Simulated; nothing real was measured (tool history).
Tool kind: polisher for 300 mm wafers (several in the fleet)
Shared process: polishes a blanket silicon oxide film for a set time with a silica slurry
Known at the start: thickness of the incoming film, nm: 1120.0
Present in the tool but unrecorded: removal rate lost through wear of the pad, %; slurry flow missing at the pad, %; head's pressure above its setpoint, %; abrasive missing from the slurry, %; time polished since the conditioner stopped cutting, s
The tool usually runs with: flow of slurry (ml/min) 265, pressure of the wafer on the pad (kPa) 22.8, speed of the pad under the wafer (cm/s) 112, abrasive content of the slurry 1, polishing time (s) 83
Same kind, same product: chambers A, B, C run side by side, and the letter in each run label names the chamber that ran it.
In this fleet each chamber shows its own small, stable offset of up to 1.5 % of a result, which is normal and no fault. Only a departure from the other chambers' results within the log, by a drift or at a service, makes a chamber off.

run,day,flow of slurry (ml/min),pressure of the wafer on the pad (kPa),speed of the pad under the wafer (cm/s),abrasive content of the slurry,polishing time (s),wafers polished on this pad,hours since the slurry nozzle was cleaned,hours since the head pressure was calibrated,hours since the slurry blender was calibrated,hours since the conditioning disc was replaced,film removed (angstrom)
1A,0.217,265,22.8,112,1,83,404,203.7,344.3,384.0,277.0,2415.6
# day 0.254: chamber C: worn pad replaced by a new one
2B,0.475,265,22.8,112,1,83,148,38.3,405.4,68.5,235.5,2514.8
3C,0.829,265,22.8,112,1,83,105,459.2,908.9,229.6,117.6,2501.1
4B,1.067,265,22.8,112,1,83,256,52.5,419.6,82.7,249.7,2494.1
5C,1.421,265,22.8,112,1,83,213,473.4,923.1,243.8,131.8,2450.8
6A,1.729,265,22.8,112,1,83,680,240.0,380.6,420.3,313.3,2406.1
# day 2.071: chamber A: slurry blender recalibrated
7A,2.129,265,22.8,112,1,57,753,249.6,390.2,1.5,322.9,1666.5
8B,2.379,265,22.8,112,1,57,496,84.0,451.1,114.2,281.2,1663.7
9C,2.788,265,22.8,112,1,57,462,506.2,955.9,276.6,164.6,1654.5
10A,3.021,265,22.8,112,1,83,916,271.0,411.6,22.9,344.3,2446.4
# day 3.117: chamber C: head pressure recalibrated
11C,3.396,265,22.8,112,1,83,573,520.8,6.7,291.2,179.2,2437.3
# day 3.471: chamber B: worn pad replaced by a new one
# day 3.617: chamber C: worn pad replaced by a new one
12B,3.717,265,22.8,112,1,83,45,116.1,483.2,146.3,313.3,2486.1
# day 3.892: chamber A: slurry nozzle cleaned
13C,4.008,265,22.8,112,1,83,71,535.5,21.4,305.9,193.9,2459.3
14A,4.383,265,22.8,112,1,83,1164,11.8,444.3,55.6,377.0,2460.6
15B,4.604,265,22.8,112,1,83,207,137.4,504.5,167.6,334.6,2468.6
# day 4.925: chamber A: worn pad replaced by a new one
16C,4.938,265,22.8,112,1,83,241,557.8,43.7,328.2,216.2,2470.7
17B,5.212,265,22.8,112,1,83,318,152.0,519.1,182.2,349.2,2507.5
18A,5.433,265,22.8,112,1,83,92,37.0,469.5,80.8,402.2,2432.2
19A,5.692,265,22.8,112,1,83,140,43.2,475.7,87.0,408.4,2449.9
20B,5.888,265,22.8,112,1,83,441,168.2,535.3,198.4,365.4,2516.4
# day 6.021: chamber B: slurry blender recalibrated
21C,6.125,265,22.8,112,1,83,458,586.3,72.2,356.7,244.7,2429.0
22A,6.400,265,22.8,112,1,83,269,60.2,492.7,104.0,425.4,2427.3
23C,6.779,265,22.8,112,1,83,577,602.0,87.9,372.4,260.4,2419.6
# day 6.962: chamber C: worn pad replaced by a new one
24B,7.000,265,22.8,112,1,83,644,194.9,562.0,23.5,392.1,2491.6
# day 7.138: chamber B: worn pad replaced by a new one
25C,7.383,265,17.2,112,1,83,77,616.5,102.4,386.9,274.9,1838.2
26B,7.608,265,17.2,112,1,83,86,209.5,576.6,38.1,406.7,1904.3
27A,7.967,265,17.2,112,1,83,555,97.8,530.3,141.6,463.0,1893.1
28C,8.258,265,22.8,112,1,83,237,637.5,123.4,407.9,295.9,2456.2

For the next run the whole fleet of 3 chambers uses the same settings. Give each chamber's results:
29A,8.571,265,22.8,112,1,83,,,,,,?
29B,8.571,265,22.8,112,1,83,,,,,,?
29C,8.571,265,22.8,112,1,83,,,,,,?

run,film removed (angstrom)
29A,2420.9
29B,2465.8
29C,2408.9
